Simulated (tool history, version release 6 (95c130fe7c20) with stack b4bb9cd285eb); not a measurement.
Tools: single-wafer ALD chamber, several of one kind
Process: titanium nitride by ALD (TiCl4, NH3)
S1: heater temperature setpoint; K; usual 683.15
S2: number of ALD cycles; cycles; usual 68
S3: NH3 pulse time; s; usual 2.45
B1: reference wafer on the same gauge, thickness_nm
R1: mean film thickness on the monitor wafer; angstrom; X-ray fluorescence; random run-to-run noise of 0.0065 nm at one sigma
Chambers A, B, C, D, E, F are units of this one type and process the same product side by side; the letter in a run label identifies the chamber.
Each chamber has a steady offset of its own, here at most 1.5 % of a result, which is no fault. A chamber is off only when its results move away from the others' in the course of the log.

Run 1D, hour 4.3: usual settings; B1 1.549. Result: R1 15.327 angstrom.
Run 2F, hour 10.4: usual settings; B1 1.5509. Result: R1 15.043 angstrom.
Run 3A, hour 14.8: usual settings; B1 1.5501. Result: R1 15.054 angstrom.
Run 4C, hour 17.9: usual settings; B1 1.5494. Result: R1 14.985 angstrom.
Run 5B, hour 22.2: usual settings; B1 1.5522. Result: R1 15.204 angstrom.
Run 6E, hour 26.6: usual settings; B1 1.5501. Result: R1 15.271 angstrom.
Run 7E, hour 32.1: usual settings; B1 1.5492. Result: R1 15.296 angstrom.
Run 8C, hour 37.9: usual settings; B1 1.5491. Result: R1 15.017 angstrom.
Run 9A, hour 43.6: usual settings; B1 1.5502. Result: R1 15.038 angstrom.
Run 10B, hour 48.7: usual settings; B1 1.5506. Result: R1 15.287 angstrom.
Run 11F, hour 52: usual settings; B1 1.5484. Result: R1 15.091 angstrom.
Run 12D, hour 55.8: usual settings; B1 1.5509. Result: R1 15.261 angstrom.
Run 13A, hour 60: usual settings; B1 1.5526. Result: R1 15.159 angstrom.
Run 14F, hour 64: usual settings; B1 1.5506. Result: R1 15.122 angstrom.
Run 15C, hour 68.6: usual settings; B1 1.5503. Result: R1 14.985 angstrom.
Run 16D, hour 74.3: usual settings; B1 1.5502. Result: R1 15.215 angstrom.
Run 17B, hour 80.4: usual settings; B1 1.55. Result: R1 15.212 angstrom.
Run 18E, hour 86.5: usual settings; B1 1.5509. Result: R1 15.189 angstrom.
Run 19D, hour 89.8: usual settings; B1 1.5487. Result: R1 15.306 angstrom.
Run 20C, hour 93.2: usual settings but S2 60 cycles, S3 2.79 s; B1 1.5498. Result: R1 13.25 angstrom.
Run 21A, hour 96.4: usual settings but S2 60 cycles, S3 2.79 s; B1 1.5491. Result: R1 13.426 angstrom.
Run 22B, hour 101: usual settings but S2 60 cycles, S3 2.79 s; B1 1.5512. Result: R1 13.519 angstrom.
Run 23F, hour 104.1: usual settings but S2 60 cycles, S3 2.79 s; B1 1.5504. Result: R1 13.449 angstrom.
Run 24E, hour 110.1: usual settings but S2 60 cycles, S3 2.79 s; B1 1.5494. Result: R1 13.574 angstrom.
Run 25E, hour 115: usual settings but S2 60 cycles, S3 2.79 s; B1 1.5497. Result: R1 13.433 angstrom.
Run 26F, hour 118.9: usual settings; B1 1.5512. Result: R1 15.062 angstrom.
Run 27A, hour 123.6: usual settings; B1 1.5515. Result: R1 15.103 angstrom.
Run 28C, hour 129.4: usual settings; B1 1.5492. Result: R1 15.015 angstrom.
Run 29B, hour 135.1: usual settings but S1 697.15 K, S2 64 cycles; B1 1.5511. Result: R1 14.334 angstrom.
Run 30D, hour 140.4: usual settings but S1 697.15 K, S2 64 cycles; B1 1.5483. Result: R1 14.54 angstrom.
Run 31F, hour 145.1: usual settings but S1 697.15 K, S2 64 cycles; B1 1.55. Result: R1 14.233 angstrom.
Run 32A, hour 149.6: usual settings but S1 697.15 K, S2 64 cycles; B1 1.5511. Result: R1 14.388 angstrom.
Run 33E, hour 154.1: usual settings but S1 697.15 K, S2 64 cycles; B1 1.5505. Result: R1 14.363 angstrom.
Run 34D, hour 156.8: usual settings but S1 697.15 K, S2 64 cycles; B1 1.5491. Result: R1 14.459 angstrom.
Run 35C, hour 159.8: usual settings; B1 1.5506. Result: R1 15.016 angstrom.
Run 36B, hour 165.4: usual settings; B1 1.5519. Result: R1 15.219 angstrom.
Run 37A, hour 168.7: usual settings; B1 1.5491. Result: R1 15.22 angstrom.
Run 38B, hour 173.1: usual settings; B1 1.5473. Result: R1 15.18 angstrom.
Run 39F, hour 178.2: usual settings but S3 3.34 s; B1 1.5508. Result: R1 15.287 angstrom.
Run 40D, hour 183.3: usual settings but S3 3.34 s; B1 1.5508. Result: R1 15.377 angstrom.
Run 41C, hour 187.4: usual settings but S3 3.34 s; B1 1.5488. Result: R1 15.055 angstrom.
Run 42E, hour 192.3: usual settings but S3 3.34 s; B1 1.5529. Result: R1 15.308 angstrom.

Next, all 6 chambers run the settings below, one line each with question marks for the results. What does each chamber give?
Run 43A, hour 196.7: usual settings. Result: R1 ?.
Run 43B, hour 196.7: usual settings. Result: R1 ?.
Run 43C, hour 196.7: usual settings. Result: R1 ?.
Run 43D, hour 196.7: usual settings. Result: R1 ?.
Run 43E, hour 196.7: usual settings. Result: R1 ?.
Run 43F, hour 196.7: usual settings. Result: R1 ?.

run      R1
43A  15.071
43B  15.368
43C  15.035
43D  15.302
43E  15.271
43F  15.074
